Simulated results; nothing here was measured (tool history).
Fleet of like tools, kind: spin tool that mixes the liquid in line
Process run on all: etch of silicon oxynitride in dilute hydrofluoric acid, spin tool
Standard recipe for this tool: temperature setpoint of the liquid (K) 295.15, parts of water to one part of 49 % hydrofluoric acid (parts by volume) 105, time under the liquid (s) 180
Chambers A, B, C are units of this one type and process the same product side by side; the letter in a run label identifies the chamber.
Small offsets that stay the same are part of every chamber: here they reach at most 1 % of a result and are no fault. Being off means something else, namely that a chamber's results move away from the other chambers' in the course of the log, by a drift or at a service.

run     day  temperature setpoint of the liquid (K)  parts of water to one part of 49 % hydrofluoric acid (parts by volume)  time under the liquid (s)  read-back film thickness of the silicon oxynitride reference wafer, read on the same gauge (nm)  thickness taken off the silicon oxynitride on a monitor wafer (Å)
 1B   0.542                                  295.15                                                                     105                        180                                                                                           150.03                                                             29.008
 2C   1.083                                  295.15                                                                     105                        180                                                                                           150.00                                                             29.499
 3A   1.542                                  295.15                                                                     105                        180                                                                                           150.05                                                             29.138
 4A   1.912                                  295.15                                                                     105                        180                                                                                           150.02                                                             29.302
 5C   2.250                                  295.15                                                                     105                        180                                                                                           150.03                                                             29.579
 6B   2.554                                  295.15                                                                     105                        235                                                                                           149.98                                                             38.081
 7A   3.004                                  295.15                                                                     105                        235                                                                                           150.06                                                             37.880
 8B   3.342                                  295.15                                                                     105                        235                                                                                           150.03                                                             38.517
 9C   3.696                                  295.15                                                                     105                        180                                                                                           150.00                                                             29.368
10B   4.262                                  295.15                                                                     105                        180                                                                                           150.01                                                             28.993
11A   4.729                                  295.15                                                                     105                        180                                                                                           150.00                                                             29.500
12C   5.158                                  295.15                                                                     105                        180                                                                                           150.00                                                             29.962
13B   5.579                                  295.15                                                                     105                        180                                                                                           149.94                                                             28.834
14A   5.933                                  295.15                                                                     105                        180                                                                                           150.05                                                             29.291
15C   6.371                                  295.15                                                                     105                        180                                                                                           150.01                                                             29.715
16A   6.675                                  295.15                                                                     105                        180                                                                                           150.00                                                             29.719
17B   7.092                                  295.15                                                                     105                        180                                                                                           150.03                                                             28.658
18C   7.371                                  295.15                                                                     105                        180                                                                                           149.97                                                             29.585
19A   7.900                                  295.15                                                                     105                        180                                                                                           149.97                                                             29.051
20C   8.283                                  295.15                                                                     105                        220                                                                                           150.07                                                             35.865
21B   8.771                                  295.15                                                                     105                        220                                                                                           149.99                                                             34.545
22A   9.279                                  295.15                                                                     105                        220                                                                                           150.02                                                             35.736
23B   9.838                                  295.15                                                                     105                        180                                                                                           149.99                                                             28.227
24C  10.196                                  295.15                                                                     105                        180                                                                                           150.04                                                             29.496
25A  10.721                                  295.15                                                                     105                        180                                                                                           150.01                                                             29.444
26C  11.075                                  295.15                                                                     105                        180                                                                                           149.93                                                             29.401
27B  11.504                                  295.15                                                                     105                        180                                                                                           150.00                                                             27.575
28C  12.004                                  295.15                                                                     105                        180                                                                                           149.98                                                             29.638
29B  12.292                                  295.15                                                                     105                        180                                                                                           150.00                                                             27.725

Has any chamber moved away from the others, gradually or after a service, or does the common gauge drift, or do the chambers differ only by their own small steady offsets? State the chamber and the most likely cause if one applies.

One chamber, B, drifts off from the rest bit by bit.
Cause: liquid colder than its thermometer reads (K) = 1.14.
The log may not separate it from: hydrofluoric acid flow below the setpoint (%).

Here are 4 candidates for chamber B's next run, each the usual settings with a change, their results left as question marks. Which one brings its results back in line with what the others give on the usual settings?
A result is in line if it is within this distance of the other chambers' mean on the usual settings: thickness taken off the silicon oxynitride on a monitor wafer (Å) 0.740
30B-1  12.700                                  295.15                                                                     105                        175                                                                                                                                                                   ?
30B-2  12.700                                  295.15                                                                     105                        185                                                                                                                                                                   ?
30B-3  12.700                                  295.65                                                                     100                        180                                                                                                                                                                   ?
30B-4  12.700                                  293.65                                                                     105                        180                                                                                                                                                                   ?

Usual-settings mean across the other chambers: thickness taken off the silicon oxynitride on a monitor wafer (Å) 29.485
  run  thickness taken off the silicon oxynitride on a monitor wafer (Å)
30B-1                                                             26.784
30B-2                                                             28.315
30B-3                                                             29.711
30B-4                                                             25.620
The answer is 30B-3, which returns the chamber to within the allowed miss of the others.
